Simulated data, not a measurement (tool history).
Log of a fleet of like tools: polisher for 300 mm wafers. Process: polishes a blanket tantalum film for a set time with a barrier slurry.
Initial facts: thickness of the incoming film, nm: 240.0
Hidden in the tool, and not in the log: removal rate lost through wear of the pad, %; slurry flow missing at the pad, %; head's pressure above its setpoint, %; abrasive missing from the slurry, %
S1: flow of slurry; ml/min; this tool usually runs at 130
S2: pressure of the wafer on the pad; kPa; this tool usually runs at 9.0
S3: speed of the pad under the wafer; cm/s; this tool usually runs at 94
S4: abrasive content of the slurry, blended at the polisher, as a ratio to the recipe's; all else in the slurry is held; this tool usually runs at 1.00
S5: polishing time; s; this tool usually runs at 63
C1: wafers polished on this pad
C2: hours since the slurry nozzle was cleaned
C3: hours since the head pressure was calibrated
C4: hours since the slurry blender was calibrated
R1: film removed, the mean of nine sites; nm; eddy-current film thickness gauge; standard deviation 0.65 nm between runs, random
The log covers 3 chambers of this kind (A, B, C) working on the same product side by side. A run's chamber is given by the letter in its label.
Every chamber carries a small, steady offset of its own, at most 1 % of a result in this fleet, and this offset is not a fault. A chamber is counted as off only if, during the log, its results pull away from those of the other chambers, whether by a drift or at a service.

run   hour   S1   S2   S3    S4  S5    C1     C2      C3     C4      R1
 1C   10.4  130  9.0   94  1.00  63   495  212.1   874.3   30.5  57.034
      14.6  -- chamber C: worn pad replaced by a new one
 2B   20.5  130  9.0   94  1.00  63  1082  273.0   326.2  110.7  56.478
      22.2  -- chamber B: worn pad replaced by a new one
 3A   28.7  130  9.0   94  1.00  63   546  359.5   262.9  325.2  56.166
 4C   37.9  130  9.0   94  1.00  63   177  239.6   901.8   58.0  56.389
 5A   45.2  130  9.0   94  1.00  63   672  376.0   279.4  341.7  56.874
      50.1  -- chamber A: slurry nozzle cleaned
 6B   53.8  160  9.0   94  1.00  48   240  306.3   359.5  144.0  45.346
 7C   65.0  160  9.0   94  1.00  48   383  266.7   928.9   85.1  45.602
 8B   72.2  160  9.0   94  1.00  48   380  324.7   377.9  162.4  45.295
 9A   79.1  130  9.0   94  1.00  63   929   29.1   313.3  375.6  58.008
      86.9  -- chamber C: worn pad replaced by a new one
      87.5  -- chamber A: slurry blender recalibrated
10A   87.9  130  9.0   94  1.00  63   996   37.9   322.1    0.4  56.401
11B   99.6  130  9.0   94  1.00  63   589  352.1   405.3  189.8  56.577
12C  106.8  130  9.0   94  1.00  63   152  308.5   970.7  126.9  58.718
13B  117.0  130  9.0  116  1.00  63   721  369.5   422.7  207.2  72.124
14A  128.4  130  9.0  116  1.00  63  1304   78.4   362.6   40.9  70.456
15C  139.1  130  9.0  116  1.00  63   397  340.8  1003.0  159.2  70.459
16C  146.9  130  9.0   94  1.00  63   457  348.6  1010.8  167.0  57.426
     147.2  -- chamber B: worn pad replaced by a new one
17A  157.1  130  9.0   94  1.00  63  1523  107.1   391.3   69.6  56.416
18B  169.4  130  9.0   94  1.00  63   169  421.9   475.1  259.6  56.933
     175.9  -- chamber C: worn pad replaced by a new one
19B  177.2  130  9.0   94  1.00  63   228  429.7   482.9  267.4  58.168
20C  184.0  130  9.0   94  0.75  63    61  385.7  1047.9  204.1  51.600
21A  190.1  130  9.0   94  0.75  63  1774  140.1   424.3  102.6  50.079
22A  198.9  130  9.0   94  0.75  63  1840  148.9   433.1  111.4  50.734
23B  205.7  130  9.0   94  1.00  63   445  458.2   511.4  295.9  57.969
24C  212.0  130  9.0   94  1.00  63   274  413.7  1075.9  232.1  56.869
25B  218.0  130  9.0   94  1.00  63   539  470.5   523.7  308.2  57.766
26A  229.3  150  9.0   94  1.00  63  2072  179.3   463.5  141.8  56.028
27C  239.6  150  9.0   94  1.00  63   484  441.3  1103.5  259.7  59.457
28C  247.4  150  9.0   94  1.00  63   544  449.1  1111.3  267.5  59.183
29A  257.2  130  9.0   94  1.00  83  2284  207.2   491.4  169.7  72.001
     258.5  -- chamber B: slurry blender recalibrated
     262.5  -- chamber C: worn pad replaced by a new one
30B  264.4  130  9.0   94  1.00  83   891  516.9   570.1    5.9  76.047
     265.8  -- chamber B: slurry nozzle cleaned
31A  274.0  130  9.0   94  1.00  83  2412  224.0   508.2  186.5  70.788
32C  280.0  130  9.0   94  1.00  63   133  481.7  1143.9  300.1  58.956
     280.1  -- chamber B: worn pad replaced by a new one
33B  286.5  130  9.0   94  1.15  63    48   20.8   592.2   28.0  60.198
34B  292.1  130  9.0   94  1.15  63    91   26.4   597.8   33.6  58.868
35C  300.9  130  9.0   94  1.15  63   292  502.6  1164.8  321.0  59.001
     305.2  -- chamber C: head pressure recalibrated
36A  313.0  130  9.0   94  1.00  63  2708  263.0   547.2  225.5  53.273
37C  323.7  130  9.0   94  1.00  63   465  525.4    18.6  343.8  57.137
38B  335.3  130  9.0   94  1.00  63   419   69.6   641.0   76.8  58.419
39A  348.1  130  9.0   94  1.00  63  2975  298.1   582.3  260.6  53.660
40B  358.1  130  9.0   72  1.00  63   593   92.4   663.8   99.6  44.323

Decide between three cases: one chamber stands off from its peers, the gauge reading all wafers drifts, or nothing is wrong past each chamber's small offset. Where a chamber is off, say which and what most likely put it there.

One chamber, A, drifts off from the rest bit by bit.
Likeliest cause: removal rate lost through wear of the pad, % = 9.49.
From this log alone, it may not be told apart from: slurry flow missing at the pad, %; head's pressure below its setpoint, %.

Here are 4 candidates for chamber A's next run, each the usual settings with a change, their results left as question marks. Which one brings its results back in line with what the others give on the usual settings?
Counts as in line when no further than this from what the other chambers average on the usual settings: R1 2.300 nm
41A-1  367.3  130  9.0  96  1.00  64                   ?
41A-2  367.3  130  9.7  94  1.00  65                   ?
41A-3  367.3  130  9.0  92  1.00  62                   ?
41A-4  367.3  130  9.0  94  1.00  57                   ?

On the usual settings, the other chambers give on average: R1 57.528 nm
  run      R1
41A-1  53.483
41A-2  57.349
41A-3  49.674
41A-4  46.650
41A-2 brings the chamber back in line.
